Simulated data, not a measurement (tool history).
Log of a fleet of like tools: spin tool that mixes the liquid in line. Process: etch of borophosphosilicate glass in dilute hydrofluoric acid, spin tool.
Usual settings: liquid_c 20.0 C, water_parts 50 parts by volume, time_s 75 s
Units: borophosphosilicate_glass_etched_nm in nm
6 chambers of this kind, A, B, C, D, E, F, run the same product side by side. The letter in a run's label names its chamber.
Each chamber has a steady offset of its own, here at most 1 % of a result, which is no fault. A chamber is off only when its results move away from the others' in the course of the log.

run     day  liquid_c  water_parts  time_s  hours since the thermometer was replaced  hours since the hydrofluoric acid flow meter was replaced  read-back film thickness of the borophosphosilicate glass reference wafer, read on the same gauge (nm)  borophosphosilicate_glass_etched_nm
 1D   0.367      20.0           50      75                                     391.2                                                      453.5                                                                                                  50.006                               59.055
 2F   0.788      20.0           50      75                                     463.2                                                      591.1                                                                                                  50.015                               57.951
 3B   1.208      20.0           50      75                                    1215.9                                                       67.6                                                                                                  49.997                               57.922
 4A   1.679      20.0           50      75                                    1320.1                                                      292.8                                                                                                  49.978                               58.201
 5C   2.004      20.0           50      50                                    1375.3                                                      343.1                                                                                                  49.978                               39.164
 6E   2.425      20.0           50      50                                    1758.6                                                      397.4                                                                                                  49.998                               39.308
 7E   2.700      20.0           50      50                                    1765.2                                                      404.0                                                                                                  49.999                               38.361
      2.792  -- chamber E: hydrofluoric acid flow meter replaced
 8F   2.979      20.0           50      50                                     515.8                                                      643.7                                                                                                  50.011                               38.367
 9A   3.462      20.0           50      50                                    1362.9                                                      335.6                                                                                                  49.988                               39.241
      3.500  -- chamber F: hydrofluoric acid flow meter replaced
10D   3.850      20.0           50      50                                     474.8                                                      537.1                                                                                                  49.995                               39.707
11B   4.175      20.0           50      75                                    1287.1                                                      138.8                                                                                                  49.997                               59.125
12C   4.671      24.0           40      75                                    1439.3                                                      407.1                                                                                                  49.996                               87.807
13C   4.988      24.0           40      75                                    1446.9                                                      414.7                                                                                                  50.007                               90.055
14D   5.388      24.0           40      75                                     511.7                                                      574.0                                                                                                  49.997                               88.345
15B   5.629      24.0           40      75                                    1322.0                                                      173.7                                                                                                  50.005                               87.941
16F   6.062      24.0           40      75                                     589.8                                                       61.5                                                                                                  50.007                               87.800
17E   6.408      24.0           40      75                                    1854.2                                                       86.9                                                                                                  50.007                               84.706
18A   6.717      20.0           50      75                                    1441.0                                                      413.7                                                                                                  49.995                               58.084
19D   6.983      20.0           50      75                                     550.0                                                      612.3                                                                                                  50.003                               59.534
20F   7.454      20.0           50      75                                     623.2                                                       94.9                                                                                                  50.016                               58.516
21B   7.879      23.5           50      75                                    1376.0                                                      227.7                                                                                                  49.998                               67.633
22C   8.329      23.5           50      75                                    1527.1                                                      494.9                                                                                                  50.003                               68.187
23A   8.808      23.5           50      75                                    1491.2                                                      463.9                                                                                                  50.015                               68.194
24E   9.054      23.5           50      75                                    1917.7                                                      150.4                                                                                                  49.989                               64.355
25B   9.375      23.5           50      75                                    1411.9                                                      263.6                                                                                                  50.010                               68.337
26E   9.721      23.5           50      75                                    1933.7                                                      166.4                                                                                                  49.984                               64.838
27F  10.046      20.0           50      75                                     685.4                                                      157.1                                                                                                  49.986                               58.703
28A  10.438      20.0           50      75                                    1530.3                                                      503.0                                                                                                  50.014                               58.457
29C  10.671      20.0           50      75                                    1583.3                                                      551.1                                                                                                  49.994                               58.211
30D  10.954      20.0           50      75                                     645.3                                                      707.6                                                                                                  50.005                               59.948
     11.146  -- chamber A: thermometer replaced
31E  11.417      20.0           50      75                                    1974.4                                                      207.1                                                                                                  49.987                               56.197
32C  11.750      20.0           50      75                                    1609.2                                                      577.0                                                                                                  50.004                               58.018
33B  12.100      20.0           50      75                                    1477.3                                                      329.0                                                                                                  49.981                               59.307
34F  12.388      20.0           50      75                                     741.6                                                      213.3                                                                                                  49.999                               57.737
35D  12.658      20.0           50      75                                     686.2                                                      748.5                                                                                                  49.981                               58.864
36A  13.017      20.0           50      75                                      45.0                                                      564.9                                                                                                  50.001                               58.855
37E  13.329      20.0           50      75                                    2020.3                                                      253.0                                                                                                  49.987                               55.539
38D  13.654      20.0           50      75                                     710.1                                                      772.4                                                                                                  49.997                               59.241
39C  14.004      20.0           50      75                                    1663.3                                                      631.1                                                                                                  49.991                               58.557

Next, every chamber runs the same settings. What will each give?
40A  14.375      20.0           50      75                                                                                                                                                                                                                                                 ?
40B  14.375      20.0           50      75                                                                                                                                                                                                                                                 ?
40C  14.375      20.0           50      75                                                                                                                                                                                                                                                 ?
40D  14.375      20.0           50      75                                                                                                                                                                                                                                                 ?
40E  14.375      20.0           50      75                                                                                                                                                                                                                                                 ?
40F  14.375      20.0           50      75                                                                                                                                                                                                                                                 ?

run  borophosphosilicate_glass_etched_nm
40A                               58.964
40B                               57.901
40C                               59.156
40D                               59.428
40E                               54.641
40F                               58.505

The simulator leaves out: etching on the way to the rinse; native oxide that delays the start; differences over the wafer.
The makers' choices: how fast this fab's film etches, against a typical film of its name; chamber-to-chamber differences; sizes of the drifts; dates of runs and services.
